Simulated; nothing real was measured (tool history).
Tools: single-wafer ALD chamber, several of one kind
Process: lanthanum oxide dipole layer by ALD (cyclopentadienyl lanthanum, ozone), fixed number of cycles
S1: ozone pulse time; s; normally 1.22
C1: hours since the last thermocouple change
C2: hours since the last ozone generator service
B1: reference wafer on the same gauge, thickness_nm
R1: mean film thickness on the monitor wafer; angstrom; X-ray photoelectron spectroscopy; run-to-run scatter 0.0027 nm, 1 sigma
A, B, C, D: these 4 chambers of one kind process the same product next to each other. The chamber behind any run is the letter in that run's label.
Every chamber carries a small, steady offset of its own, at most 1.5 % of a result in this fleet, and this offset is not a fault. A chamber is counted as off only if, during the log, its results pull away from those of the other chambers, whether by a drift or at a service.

run   hour    S1      C1      C2       B1      R1
 1C    4.1  1.22  1130.2   640.8  0.60488  5.2499
 2D   10.9  1.22   697.5   702.8  0.60405  5.3503
 3A   17.8  1.22   810.6   294.7  0.60483  5.1971
 4B   24.7  1.22  1320.2  1237.4  0.60338  5.2392
 5B   28.1  1.22  1323.6  1240.8  0.60477  5.2237
 6A   31.8  1.22   824.6   308.7  0.60400  5.2362
 7D   35.3  1.22   721.9   727.2  0.60361  5.3129
 8C   39.0  1.22  1165.1   675.7  0.60412  5.2761
 9B   44.7  1.22  1340.2  1257.4  0.60355  5.2819
10C   52.2  1.22  1178.3   688.9  0.60407  5.2787
11D   58.4  1.22   745.0   750.3  0.60476  5.3200
12A   64.2  1.22   857.0   341.1  0.60479  5.2109
13B   69.8  1.22  1365.3  1282.5  0.60364  5.1813
14A   74.0  1.22   866.8   350.9  0.60403  5.2468
15D   79.0  1.22   765.6   770.9  0.60409  5.3024
16C   86.4  1.22  1212.5   723.1  0.60374  5.2087
17B   91.7  1.22  1387.2  1304.4  0.60375  5.1990
18C   95.8  1.22  1221.9   732.5  0.60425  5.2466
19D  100.9  1.07   787.5   792.8  0.60327  5.1314
20A  105.2  1.07   898.0   382.1  0.60352  5.0080
21D  111.7  1.07   798.3   803.6  0.60414  5.1318
22A  118.4  1.07   911.2   395.3  0.60466  5.0702
23B  122.5  1.22  1418.0  1335.2  0.60285  5.2078
24C  128.8  1.22  1254.9   765.5  0.60373  5.1974
25D  134.8  1.22   821.4   826.7  0.60398  5.3211
26C  140.3  1.22  1266.4   777.0  0.60395  5.1247
27B  146.4  1.22  1441.9  1359.1  0.60442  5.2780
28A  151.6  1.22   944.4   428.5  0.60484  5.2267
29A  158.7  1.22   951.5   435.6  0.60407  5.2573
30C  164.2  1.63  1290.3   800.9  0.60412  5.4593
31B  171.8  1.63  1467.3  1384.5  0.60386  5.5574
32D  178.7  1.63   865.3   870.6  0.60404  5.5537
33D  183.0  1.63   869.6   874.9  0.60389  5.5924
34C  186.9  1.22  1313.0   823.6  0.60432  5.0583
35B  193.6  1.40  1489.1  1406.3  0.60385  5.3901
36A  200.7  1.40   993.5   477.6  0.60464  5.3626

Read the log: is a single chamber off, either drifting away or since a service, is the gauge that measures every chamber drifting, or is nothing wrong beyond small per-chamber offsets? Name any odd chamber and what most likely caused it.

It is chamber C that slowly wanders off from its peers.
Most likely cause: ozone dose below that of a generator just serviced (%) = 20.5.

Chamber C could run next with any of the 4 candidate recipes listed below; each alters the usual settings, and their results appear as question marks. Which one brings its results back in line with what the other chambers deliver on the usual settings?
Maximum distance from the other chambers' mean on the usual settings for a result to count as in line: R1 0.0930 angstrom
37C-1  206.2  1.76               ?
37C-2  206.2  0.93               ?
37C-3  206.2  1.03               ?
37C-4  206.2  1.47               ?

The other chambers' mean on the usual settings: R1 5.2555 angstrom
  run      R1
37C-1  5.4286
37C-2  4.4529
37C-3  4.6491
37C-4  5.2208
With 37C-4, the chamber falls back in line with the rest.
